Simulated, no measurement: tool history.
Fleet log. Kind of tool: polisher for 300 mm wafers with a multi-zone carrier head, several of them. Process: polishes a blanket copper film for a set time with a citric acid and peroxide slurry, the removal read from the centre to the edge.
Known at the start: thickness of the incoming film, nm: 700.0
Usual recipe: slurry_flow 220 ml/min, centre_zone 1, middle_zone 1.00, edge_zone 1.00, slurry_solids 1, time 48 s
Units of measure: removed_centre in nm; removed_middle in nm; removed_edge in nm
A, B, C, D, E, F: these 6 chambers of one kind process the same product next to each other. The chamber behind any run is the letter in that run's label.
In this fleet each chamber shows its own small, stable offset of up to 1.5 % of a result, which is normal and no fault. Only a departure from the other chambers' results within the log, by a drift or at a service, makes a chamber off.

| run | hour | slurry_flow | centre_zone | middle_zone | edge_zone | slurry_solids | time | removed_centre | removed_middle | removed_edge |
|---|---|---|---|---|---|---|---|---|---|---|
|  | 5.2 | chamber F: worn pad replaced by a new one |
| 1A | 14.3 | 220 | 1 | 1.00 | 1.00 | 1 | 48 | 112.23 | 113.29 | 112.71 |
| 2F | 26.2 | 220 | 1 | 1.00 | 1.00 | 1 | 48 | 112.62 | 109.93 | 110.58 |
|  | 28.9 | chamber A: centre zone pressure recalibrated |
|  | 31.6 | chamber C: centre zone pressure recalibrated |
| 3B | 41.2 | 220 | 1 | 1.00 | 1.00 | 1 | 48 | 111.30 | 111.13 | 113.11 |
|  | 41.9 | chamber B: worn pad replaced by a new one |
| 4D | 55.3 | 220 | 1 | 1.00 | 1.00 | 1 | 48 | 109.78 | 113.56 | 112.73 |
|  | 62.0 | chamber C: slurry nozzle cleaned |
|  | 63.5 | chamber E: worn pad replaced by a new one |
| 5E | 66.2 | 220 | 1 | 1.00 | 1.00 | 1 | 48 | 112.64 | 114.03 | 111.90 |
|  | 70.4 | chamber F: centre zone pressure recalibrated |
| 6C | 78.3 | 220 | 1 | 1.00 | 1.00 | 1 | 48 | 112.69 | 110.87 | 111.85 |
|  | 83.1 | chamber A: worn pad replaced by a new one |
| 7A | 85.6 | 220 | 1 | 1.00 | 1.00 | 1 | 48 | 112.60 | 112.00 | 113.00 |
| 8D | 100.0 | 220 | 1 | 1.00 | 1.00 | 1 | 48 | 111.10 | 112.52 | 113.16 |
| 9C | 114.3 | 290 | 1 | 0.96 | 1.00 | 1 | 48 | 116.93 | 111.10 | 114.43 |
| 10F | 127.7 | 290 | 1 | 0.96 | 1.00 | 1 | 48 | 117.14 | 111.18 | 114.30 |
|  | 130.3 | chamber D: worn pad replaced by a new one |
|  | 136.1 | chamber F: worn pad replaced by a new one |
| 11E | 141.0 | 290 | 1 | 0.96 | 1.00 | 1 | 48 | 116.04 | 111.11 | 114.11 |
|  | 145.3 | chamber A: slurry nozzle cleaned |
| 12B | 149.5 | 290 | 1 | 0.96 | 1.00 | 1 | 48 | 116.94 | 109.75 | 114.67 |
|  | 153.4 | chamber D: slurry nozzle cleaned |
| 13D | 160.5 | 290 | 1 | 0.96 | 1.00 | 1 | 48 | 115.17 | 114.09 | 115.61 |
|  | 161.0 | chamber B: worn pad replaced by a new one |
|  | 165.3 | chamber E: worn pad replaced by a new one |
| 14C | 175.0 | 290 | 1 | 0.96 | 1.00 | 1 | 48 | 112.80 | 108.87 | 112.21 |
|  | 179.5 | chamber A: worn pad replaced by a new one |
| 15B | 184.5 | 220 | 1 | 1.00 | 1.00 | 1 | 48 | 110.59 | 110.19 | 113.57 |
| 16E | 199.0 | 220 | 1 | 1.00 | 1.00 | 1 | 48 | 112.76 | 113.95 | 112.60 |
| 17F | 208.4 | 220 | 1 | 1.00 | 1.00 | 1 | 48 | 113.26 | 110.70 | 111.56 |
| 18A | 220.6 | 220 | 1 | 1.00 | 1.00 | 1 | 48 | 111.70 | 112.00 | 114.58 |
| 19E | 227.5 | 220 | 1 | 1.00 | 1.00 | 1 | 48 | 112.33 | 110.83 | 110.99 |
| 20F | 234.9 | 165 | 1 | 1.00 | 1.08 | 1 | 48 | 106.81 | 106.00 | 114.46 |
|  | 240.1 | chamber F: slurry nozzle cleaned |
| 21B | 242.8 | 165 | 1 | 1.00 | 1.08 | 1 | 48 | 106.80 | 104.42 | 114.40 |
|  | 244.9 | chamber D: worn pad replaced by a new one |
|  | 256.1 | chamber E: worn pad replaced by a new one |
| 22D | 256.4 | 165 | 1 | 1.00 | 1.08 | 1 | 48 | 105.02 | 107.65 | 113.36 |
| 23A | 268.0 | 165 | 1 | 1.00 | 1.08 | 1 | 48 | 105.97 | 105.32 | 114.60 |
|  | 272.9 | chamber F: worn pad replaced by a new one |
| 24C | 279.3 | 165 | 1 | 1.00 | 1.08 | 1 | 48 | 101.88 | 101.41 | 106.13 |
|  | 284.2 | chamber A: worn pad replaced by a new one |
| 25F | 291.8 | 165 | 1 | 1.00 | 1.08 | 1 | 48 | 107.98 | 106.42 | 114.21 |
|  | 293.2 | chamber B: worn pad replaced by a new one |
|  | 302.9 | chamber B: centre zone pressure recalibrated |
| 26D | 303.6 | 220 | 1 | 1.00 | 1.00 | 1 | 48 | 111.85 | 113.35 | 113.12 |
| 27B | 314.4 | 220 | 1 | 1.00 | 1.00 | 1 | 48 | 112.44 | 109.82 | 112.78 |
| 28E | 328.5 | 220 | 1 | 1.00 | 1.00 | 1 | 48 | 111.56 | 111.91 | 110.85 |
|  | 335.8 | chamber F: edge zone pressure recalibrated |
| 29A | 342.7 | 220 | 1 | 1.00 | 1.00 | 1 | 48 | 111.95 | 111.21 | 113.52 |
| 30C | 355.5 | 220 | 1 | 1.00 | 1.00 | 1 | 48 | 102.85 | 102.21 | 103.25 |
|  | 359.2 | chamber E: slurry nozzle cleaned |
|  | 359.7 | chamber E: worn pad replaced by a new one |
|  | 359.9 | chamber C: slurry nozzle cleaned |
| 31A | 369.4 | 220 | 1 | 1.00 | 1.00 | 1 | 48 | 113.84 | 112.49 | 112.36 |
|  | 378.3 | chamber A: worn pad replaced by a new one |
|  | 381.2 | chamber D: worn pad replaced by a new one |
| 32F | 381.8 | 220 | 1 | 1.00 | 1.00 | 1 | 48 | 111.99 | 110.15 | 110.84 |
| 33C | 395.3 | 220 | 1 | 1.00 | 1.00 | 1 | 48 | 101.88 | 100.64 | 100.02 |
|  | 399.0 | chamber B: worn pad replaced by a new one |
| 34D | 408.6 | 220 | 1 | 1.00 | 1.00 | 1 | 48 | 111.99 | 113.53 | 111.88 |
| 35E | 418.4 | 220 | 1 | 1.00 | 1.00 | 1 | 48 | 113.99 | 114.89 | 111.09 |
| 36B | 432.6 | 220 | 1 | 1.00 | 1.00 | 1 | 48 | 111.35 | 109.89 | 113.71 |
| 37A | 439.6 | 220 | 1 | 1.00 | 1.00 | 1 | 48 | 110.31 | 111.15 | 113.17 |
| 38B | 451.3 | 220 | 1 | 1.00 | 1.00 | 1 | 48 | 109.87 | 111.78 | 112.31 |
| 39D | 462.9 | 180 | 1 | 1.00 | 1.00 | 1 | 48 | 109.30 | 110.72 | 110.29 |

All 6 chambers run these settings next. Forecast each chamber's results:
| 40A | 474.2 | 220 | 1 | 1.00 | 1.00 | 1 | 62 | ? | ? | ? |
| 40B | 474.2 | 220 | 1 | 1.00 | 1.00 | 1 | 62 | ? | ? | ? |
| 40C | 474.2 | 220 | 1 | 1.00 | 1.00 | 1 | 62 | ? | ? | ? |
| 40D | 474.2 | 220 | 1 | 1.00 | 1.00 | 1 | 62 | ? | ? | ? |
| 40E | 474.2 | 220 | 1 | 1.00 | 1.00 | 1 | 62 | ? | ? | ? |
| 40F | 474.2 | 220 | 1 | 1.00 | 1.00 | 1 | 62 | ? | ? | ? |

| run | removed_centre | removed_middle | removed_edge |
|---|---|---|---|
| 40A | 144.76 | 144.88 | 147.70 |
| 40B | 142.35 | 141.56 | 145.21 |
| 40C | 126.85 | 126.91 | 126.70 |
| 40D | 142.41 | 146.35 | 146.85 |
| 40E | 142.09 | 145.53 | 143.90 |
| 40F | 147.36 | 143.47 | 145.11 |

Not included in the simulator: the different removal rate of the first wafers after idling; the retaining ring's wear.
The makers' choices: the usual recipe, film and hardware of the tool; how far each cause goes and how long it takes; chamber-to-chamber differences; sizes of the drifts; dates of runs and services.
